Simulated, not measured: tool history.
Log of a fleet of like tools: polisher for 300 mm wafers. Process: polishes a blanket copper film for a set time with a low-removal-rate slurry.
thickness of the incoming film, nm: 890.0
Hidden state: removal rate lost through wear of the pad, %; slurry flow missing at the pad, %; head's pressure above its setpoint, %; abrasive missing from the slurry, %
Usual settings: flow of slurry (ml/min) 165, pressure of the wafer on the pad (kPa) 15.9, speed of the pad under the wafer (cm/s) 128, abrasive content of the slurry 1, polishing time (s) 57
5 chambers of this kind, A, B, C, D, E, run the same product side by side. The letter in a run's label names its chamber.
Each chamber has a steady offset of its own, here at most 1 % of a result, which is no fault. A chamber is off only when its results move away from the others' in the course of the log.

| run | hour | flow of slurry (ml/min) | pressure of the wafer on the pad (kPa) | speed of the pad under the wafer (cm/s) | abrasive content of the slurry | polishing time (s) | wafers polished on this pad | hours since the slurry nozzle was cleaned | hours since the head pressure was calibrated | hours since the slurry blender was calibrated | film removed (angstrom) |
|---|---|---|---|---|---|---|---|---|---|---|---|
| 1A | 9.1 | 165 | 15.9 | 128 | 1 | 57 | 370 | 251.2 | 287.6 | 171.4 | 1928.7 |
| 2B | 17.2 | 165 | 15.9 | 128 | 1 | 57 | 442 | 168.4 | 17.5 | 18.5 | 1966.7 |
|  | 29.4 | chamber E: head pressure recalibrated |
| 3C | 30.2 | 165 | 15.9 | 128 | 1 | 57 | 729 | 140.8 | 58.3 | 135.6 | 1933.3 |
| 4D | 37.4 | 165 | 15.9 | 128 | 1 | 57 | 264 | 538.6 | 385.2 | 270.9 | 1942 |
|  | 39.4 | chamber A: slurry nozzle cleaned |
| 5E | 43.7 | 165 | 15.9 | 128 | 1 | 57 | 406 | 417.4 | 14.4 | 80.9 | 1919.3 |
| 6D | 55.5 | 165 | 15.9 | 128 | 1 | 57 | 367 | 556.7 | 403.3 | 289 | 1917.2 |
|  | 60.7 | chamber E: slurry blender recalibrated |
|  | 61.8 | chamber B: worn pad replaced by a new one |
| 7C | 64.3 | 165 | 15.9 | 128 | 1 | 57 | 923 | 174.9 | 92.4 | 169.7 | 1943.5 |
|  | 69.1 | chamber E: worn pad replaced by a new one |
| 8E | 75.5 | 165 | 15.9 | 128 | 1 | 57 | 36 | 449.2 | 46.2 | 14.9 | 1933.4 |
| 9A | 88.9 | 165 | 15.9 | 128 | 1 | 57 | 823 | 49.6 | 367.4 | 251.2 | 1964.7 |
|  | 102.8 | chamber D: slurry blender recalibrated |
| 10B | 102.9 | 165 | 15.9 | 128 | 1 | 57 | 233 | 254.1 | 103.2 | 104.2 | 1962.4 |
| 11C | 110.4 | 165 | 15.9 | 128 | 1 | 57 | 1184 | 221 | 138.5 | 215.8 | 1961.6 |
|  | 112.6 | chamber A: head pressure recalibrated |
|  | 117.3 | chamber C: worn pad replaced by a new one |
| 12E | 122.3 | 165 | 15.9 | 128 | 1 | 57 | 302 | 496 | 93 | 61.7 | 1955.4 |
| 13A | 131.2 | 165 | 15.9 | 128 | 1 | 57 | 1064 | 91.9 | 18.7 | 293.5 | 1926.1 |
|  | 137.2 | chamber C: slurry nozzle cleaned |
| 14D | 138.7 | 165 | 15.9 | 128 | 1 | 57 | 840 | 639.9 | 486.5 | 36 | 1939.2 |
| 15B | 150.9 | 165 | 15.9 | 128 | 1 | 57 | 506 | 302.1 | 151.2 | 152.2 | 1941.7 |
|  | 152.4 | chamber A: slurry blender recalibrated |
|  | 162.2 | chamber E: slurry blender recalibrated |
| 16A | 165.1 | 165 | 15.9 | 128 | 1 | 57 | 1256 | 125.8 | 52.6 | 12.7 | 1943.4 |
|  | 169.7 | chamber E: worn pad replaced by a new one |
|  | 172.7 | chamber B: worn pad replaced by a new one |
| 17C | 176.3 | 165 | 15.9 | 128 | 1 | 57 | 335 | 39.1 | 204.4 | 281.7 | 1927.8 |
|  | 179.5 | chamber D: slurry nozzle cleaned |
| 18E | 184.2 | 165 | 15.9 | 128 | 1 | 67 | 82 | 557.9 | 154.9 | 22.1 | 2286.2 |
| 19B | 191.2 | 165 | 15.9 | 128 | 1 | 67 | 105 | 342.4 | 191.5 | 192.5 | 2308.9 |
|  | 201.2 | chamber B: slurry blender recalibrated |
| 20D | 202.8 | 165 | 15.9 | 128 | 1 | 67 | 1204 | 23.3 | 550.6 | 100.1 | 2266.6 |
| 21B | 209.5 | 165 | 15.9 | 128 | 1 | 67 | 209 | 360.7 | 209.8 | 8.4 | 2303.6 |
|  | 211.3 | chamber D: head pressure recalibrated |
|  | 215.8 | chamber D: worn pad replaced by a new one |
| 22A | 217.8 | 165 | 15.9 | 128 | 1 | 67 | 1555 | 178.5 | 105.3 | 65.4 | 2214.7 |
| 23D | 231.4 | 165 | 15.9 | 128 | 1 | 57 | 88 | 51.9 | 20.1 | 128.7 | 1929 |
| 24C | 243.7 | 165 | 15.9 | 128 | 1 | 57 | 717 | 106.5 | 271.8 | 349.1 | 1945.6 |
| 25E | 252.9 | 165 | 15.9 | 128 | 1 | 57 | 472 | 626.6 | 223.6 | 90.8 | 1943.2 |
| 26D | 260 | 165 | 15.9 | 128 | 1 | 57 | 251 | 80.5 | 48.7 | 157.3 | 1939.1 |
|  | 262.3 | chamber E: slurry blender recalibrated |
| 27B | 272.9 | 165 | 15.9 | 128 | 1 | 57 | 569 | 424.1 | 273.2 | 71.8 | 1953.6 |
|  | 283.3 | chamber E: worn pad replaced by a new one |
| 28E | 285.8 | 165 | 15.9 | 128 | 1 | 57 | 14 | 659.5 | 256.5 | 23.6 | 1938.3 |
| 29C | 292.5 | 165 | 15.9 | 128 | 1 | 57 | 995 | 155.3 | 320.6 | 397.9 | 1931.1 |
|  | 296.4 | chamber A: slurry nozzle cleaned |
|  | 300.1 | chamber C: slurry blender recalibrated |
| 30A | 300.7 | 165 | 15.9 | 128 | 1 | 57 | 2026 | 4.4 | 188.2 | 148.3 | 1878.7 |
|  | 309.1 | chamber B: worn pad replaced by a new one |
| 31C | 309.9 | 165 | 15.9 | 128 | 1 | 57 | 1093 | 172.7 | 338 | 9.8 | 1937.6 |
|  | 311.3 | chamber C: worn pad replaced by a new one |
| 32D | 318.1 | 165 | 15.9 | 128 | 1 | 57 | 580 | 138.6 | 106.8 | 215.4 | 1953.5 |
| 33E | 329 | 165 | 15.9 | 128 | 1 | 57 | 259 | 702.7 | 299.7 | 66.8 | 1947.4 |
| 34A | 342.7 | 165 | 15.9 | 128 | 1 | 57 | 2265 | 46.4 | 230.2 | 190.3 | 1846.1 |
| 35B | 351.4 | 165 | 15.9 | 128 | 1 | 57 | 240 | 502.6 | 351.7 | 150.3 | 1977 |
| 36E | 359.5 | 165 | 15.9 | 128 | 1 | 57 | 432 | 733.2 | 330.2 | 97.3 | 1937.4 |
| 37D | 365.8 | 165 | 15.9 | 128 | 1 | 57 | 851 | 186.3 | 154.5 | 263.1 | 1955.8 |
|  | 372.6 | chamber C: slurry nozzle cleaned |
| 38C | 378 | 165 | 15.9 | 128 | 1 | 57 | 379 | 5.4 | 406.1 | 77.9 | 1949 |
|  | 387 | chamber B: slurry blender recalibrated |
| 39B | 390.2 | 165 | 15.9 | 128 | 1 | 57 | 461 | 541.4 | 390.5 | 3.3 | 1963.5 |

Is one chamber off against the others, does the gauge drift, or is nothing wrong? If a chamber is off, say which, and what the likeliest cause is.

Chamber A drifts away from the others.
Cause: removal rate lost through wear of the pad, % = 5.67.
The log may not tell that from: head's pressure below its setpoint, %.

Here are 4 candidates for chamber A's next run, each the usual settings with a change, their results left as question marks. Which one brings its results back in line with what the others give on the usual settings?
In line means no further than this from the other chambers' mean on the usual settings: film removed (angstrom) 51
| 40A-1 | 400.6 | 165 | 15.2 | 126 | 1 | 57 |  |  |  |  | ? |
| 40A-2 | 400.6 | 165 | 15.9 | 128 | 1.25 | 57 |  |  |  |  | ? |
| 40A-3 | 400.6 | 165 | 15.2 | 128 | 1 | 53 |  |  |  |  | ? |
| 40A-4 | 400.6 | 165 | 15.9 | 136 | 1 | 60 |  |  |  |  | ? |

The other chambers' mean on the usual settings: film removed (angstrom) 1943.9
| run | film removed (angstrom) |
|---|---|
| 40A-1 | 1734.9 |
| 40A-2 | 1932.4 |
| 40A-3 | 1638.5 |
| 40A-4 | 2058 |
40A-2 brings the chamber back in line.
